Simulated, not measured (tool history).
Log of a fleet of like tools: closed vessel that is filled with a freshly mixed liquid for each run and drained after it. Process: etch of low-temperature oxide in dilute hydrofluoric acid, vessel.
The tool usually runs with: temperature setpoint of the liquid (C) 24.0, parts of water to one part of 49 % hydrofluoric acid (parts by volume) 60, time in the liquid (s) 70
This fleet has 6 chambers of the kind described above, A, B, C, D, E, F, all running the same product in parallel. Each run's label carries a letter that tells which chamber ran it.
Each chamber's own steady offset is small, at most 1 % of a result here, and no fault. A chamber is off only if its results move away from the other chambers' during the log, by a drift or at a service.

run    day  temperature setpoint of the liquid (C)  parts of water to one part of 49 % hydrofluoric acid (parts by volume)  time in the liquid (s)  read-back film thickness of the low-temperature oxide reference wafer, read on the same gauge (nm)  thickness taken off the low-temperature oxide on a monitor wafer (nm)
 1B  0.150                                    24.0                                                                      60                      70                                                                                              80.002                                                                 33.052
 2D  0.342                                    24.0                                                                      60                      70                                                                                              80.012                                                                 32.716
 3A  0.525                                    24.0                                                                      60                      70                                                                                              80.010                                                                 32.422
 4F  0.767                                    24.0                                                                      60                      70                                                                                              80.003                                                                 32.554
 5E  0.917                                    24.0                                                                      60                      70                                                                                              80.027                                                                 32.244
 6C  1.138                                    24.0                                                                      60                      70                                                                                              79.998                                                                 32.738
 7A  1.354                                    24.0                                                                      60                      70                                                                                              80.010                                                                 32.295
 8D  1.508                                    24.0                                                                      60                      70                                                                                              80.004                                                                 33.276
 9F  1.692                                    24.0                                                                      60                      70                                                                                              79.973                                                                 31.630
10C  1.871                                    24.0                                                                      60                      70                                                                                              79.965                                                                 32.280
11E  2.058                                    24.0                                                                      60                      70                                                                                              79.996                                                                 32.246
12B  2.212                                    24.0                                                                      60                      70                                                                                              80.001                                                                 33.105
13C  2.350                                    24.0                                                                      60                      70                                                                                              80.003                                                                 32.296
14B  2.479                                    24.0                                                                      85                      70                                                                                              80.023                                                                 23.202
     2.500  -- chamber A: hydrofluoric acid flow meter replaced
15E  2.675                                    24.0                                                                      85                      70                                                                                              79.993                                                                 22.206
16F  2.908                                    24.0                                                                      85                      70                                                                                              79.982                                                                 22.160
17A  3.050                                    24.0                                                                      85                      70                                                                                              79.985                                                                 21.976
18D  3.279                                    24.0                                                                      85                      70                                                                                              79.998                                                                 22.100
19F  3.542                                    24.0                                                                      85                      70                                                                                              79.994                                                                 22.126
20C  3.683                                    19.5                                                                      60                      70                                                                                              80.003                                                                 26.597
21D  3.946                                    19.5                                                                      60                      70                                                                                              80.009                                                                 27.260
22A  4.092                                    19.5                                                                      60                      70                                                                                              80.017                                                                 26.682
23E  4.312                                    19.5                                                                      60                      70                                                                                              79.973                                                                 27.324
     4.533  -- chamber F: thermometer replaced
24B  4.575                                    19.5                                                                      60                      70                                                                                              79.998                                                                 28.508
25D  4.700                                    19.5                                                                      60                      70                                                                                              80.016                                                                 27.436
26E  4.892                                    24.0                                                                      60                      70                                                                                              79.991                                                                 32.835
27C  5.029                                    24.0                                                                      60                      70                                                                                              80.012                                                                 33.113
28F  5.146                                    24.0                                                                      60                      70                                                                                              79.981                                                                 32.621
29A  5.388                                    24.0                                                                      60                      70                                                                                              80.015                                                                 32.411
30B  5.542                                    19.5                                                                      60                      95                                                                                              79.989                                                                 40.325
31E  5.775                                    19.5                                                                      60                      95                                                                                              80.019                                                                 36.987
32A  5.975                                    19.5                                                                      60                      95                                                                                              79.994                                                                 36.261
33F  6.154                                    19.5                                                                      60                      95                                                                                              79.990                                                                 36.920
34C  6.371                                    19.5                                                                      60                      95                                                                                              80.021                                                                 36.692
35B  6.625                                    19.5                                                                      60                      95                                                                                              79.998                                                                 40.374
36D  6.883                                    24.0                                                                      60                      70                                                                                              80.013                                                                 33.393
37C  7.029                                    24.0                                                                      60                      70                                                                                              80.016                                                                 31.982
38D  7.175                                    24.0                                                                      60                      70                                                                                              80.012                                                                 33.279
39A  7.417                                    24.0                                                                      60                      70                                                                                              79.989                                                                 32.366

Is one chamber out of step, is the gauge drifting, or do the chambers differ by no more than their own small offsets? For an off chamber, give its letter and the likeliest cause.

It is chamber B that slowly wanders off from its peers.
Likeliest cause: hydrofluoric acid flow above the setpoint (%) = 10.1.
It could be hard to tell apart here from: liquid hotter than its thermometer reads (K).

Below are 4 candidate recipes for chamber B's next run, each the usual settings with a change, their results shown as question marks. Which of them brings B's results back in line with what the other chambers give on the usual settings?
Counts as in line when no further than this from what the other chambers average on the usual settings: thickness taken off the low-temperature oxide on a monitor wafer (nm) 1.100
40B-1  7.608                                    25.0                                                                      60                      70                                                                                                                                                                          ?
40B-2  7.608                                    23.0                                                                      60                      70                                                                                                                                                                          ?
40B-3  7.608                                    24.5                                                                      55                      70                                                                                                                                                                          ?
40B-4  7.608                                    23.5                                                                      65                      70                                                                                                                                                                          ?

What the other chambers average on the usual settings: thickness taken off the low-temperature oxide on a monitor wafer (nm) 32.577
  run  thickness taken off the low-temperature oxide on a monitor wafer (nm)
40B-1                                                                 37.902
40B-2                                                                 34.947
40B-3                                                                 40.769
40B-4                                                                 32.724
40B-4 puts the chamber back in line with the other chambers.
